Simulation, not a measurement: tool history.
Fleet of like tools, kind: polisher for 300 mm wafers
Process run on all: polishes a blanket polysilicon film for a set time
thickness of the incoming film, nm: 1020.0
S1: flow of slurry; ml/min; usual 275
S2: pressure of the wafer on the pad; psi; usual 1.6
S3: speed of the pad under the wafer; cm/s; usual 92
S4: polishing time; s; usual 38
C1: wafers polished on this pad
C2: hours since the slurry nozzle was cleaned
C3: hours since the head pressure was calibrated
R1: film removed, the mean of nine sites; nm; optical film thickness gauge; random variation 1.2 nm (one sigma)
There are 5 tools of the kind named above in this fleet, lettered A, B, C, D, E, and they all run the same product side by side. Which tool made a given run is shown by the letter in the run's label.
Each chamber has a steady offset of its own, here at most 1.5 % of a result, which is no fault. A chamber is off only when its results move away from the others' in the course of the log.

run	day	S1	S2	S3	S4	C1	C2	C3	R1
# day 0.246: chamber A: slurry nozzle cleaned
1C	0.458	275	1.6	92	38	1101	310.3	201.5	145.260
2D	0.946	275	1.6	92	38	469	174.3	957.5	142.990
3E	1.283	275	1.6	92	38	943	171.3	275.3	146.050
# day 1.538: chamber A: worn pad replaced by a new one
4B	1.583	275	1.6	92	38	469	370.4	465.0	143.760
# day 1.704: chamber C: worn pad replaced by a new one
5A	1.954	275	1.6	92	38	90	41.0	786.1	140.760
# day 2.050: chamber B: worn pad replaced by a new one
6E	2.342	275	1.6	92	38	1171	196.7	300.7	146.370
7D	2.750	275	1.6	92	38	859	217.6	1000.8	143.450
8C	3.133	275	1.6	92	38	309	374.5	265.7	145.560
# day 3.454: chamber E: worn pad replaced by a new one
9A	3.633	275	1.6	92	38	453	81.3	826.4	143.050
10B	3.929	275	1.6	92	38	406	426.7	521.3	143.840
11A	4.421	275	1.6	92	38	623	100.2	845.3	144.290
# day 4.554: chamber D: worn pad replaced by a new one
# day 4.946: chamber B: worn pad replaced by a new one
12E	5.004	345	1.6	92	38	335	260.6	364.6	149.330
# day 5.446: chamber D: head pressure recalibrated
13C	5.550	345	1.6	92	38	832	432.5	323.7	146.820
# day 5.833: chamber E: slurry nozzle cleaned
# day 6.012: chamber A: worn pad replaced by a new one
14B	6.175	345	1.6	92	38	266	480.6	575.2	145.000
15D	6.688	345	1.6	92	38	461	312.1	29.8	154.430
# day 6.812: chamber B: head pressure recalibrated
16D	7.208	345	1.6	92	38	573	324.6	42.3	155.230
# day 7.792: chamber B: worn pad replaced by a new one
17A	7.854	275	1.6	92	38	399	182.6	927.7	141.690
18B	8.408	275	1.6	92	38	134	534.2	38.3	143.860
# day 8.471: chamber C: worn pad replaced by a new one
19C	8.779	310	2.1	92	38	67	510.0	401.2	189.090
20E	9.317	310	2.1	92	38	1267	83.7	468.1	193.540
21C	9.792	310	2.1	92	38	286	534.3	425.5	191.930
# day 10.029: chamber E: worn pad replaced by a new one
# day 10.083: chamber D: worn pad replaced by a new one
22B	10.129	310	2.1	92	38	506	575.5	79.6	189.020
# day 10.171: chamber A: worn pad replaced by a new one
23E	10.575	310	2.1	92	38	118	113.9	498.3	196.900
# day 10.671: chamber B: worn pad replaced by a new one
24D	10.979	275	1.6	92	38	194	415.1	132.8	154.310
25A	11.600	275	1.6	92	38	309	272.5	1017.6	141.690
26D	11.900	275	1.6	92	38	393	437.2	154.9	152.490
27C	12.288	310	1.6	92	38	825	594.2	485.4	145.040
28B	12.771	310	1.6	92	38	454	638.9	143.0	141.650
29A	13.067	310	1.6	92	38	626	307.7	1052.8	145.480
# day 13.300: chamber B: worn pad replaced by a new one
30E	13.379	310	1.6	92	38	724	181.2	565.6	145.600
31E	13.662	310	1.6	92	38	786	188.0	572.4	146.270
32D	14.229	275	1.6	92	38	897	493.1	210.8	153.070
33A	14.688	275	1.6	92	38	976	346.6	1091.7	138.780
34B	15.188	275	1.6	92	38	408	696.9	201.0	143.830

One chamber off, gauge drift, or nothing amiss beyond the chambers' own small offsets? If it is a chamber, which one, and what is the likeliest cause?

Chamber D has stood off from the others ever since a service on it.
Cause: head's pressure above its setpoint, % = 6.

Chamber D could run next with any of the 4 candidate recipes listed below; each alters the usual settings, and their results appear as question marks. Which one brings its results back in line with what the other chambers deliver on the usual settings?
In line here means within this much of the mean the other chambers give on the usual settings: R1 4.300 nm
35D-1	15.654	275	1.5	92	38				?
35D-2	15.654	275	1.7	92	38				?
35D-3	15.654	275	1.7	96	39				?
35D-4	15.654	275	1.5	86	38				?

Average result of the remaining chambers running the usual settings: R1 143.260 nm
run	R1
35D-1	142.560
35D-2	161.780
35D-3	173.140
35D-4	133.410
35D-1 is the one that brings the chamber's results back in line with the other chambers.
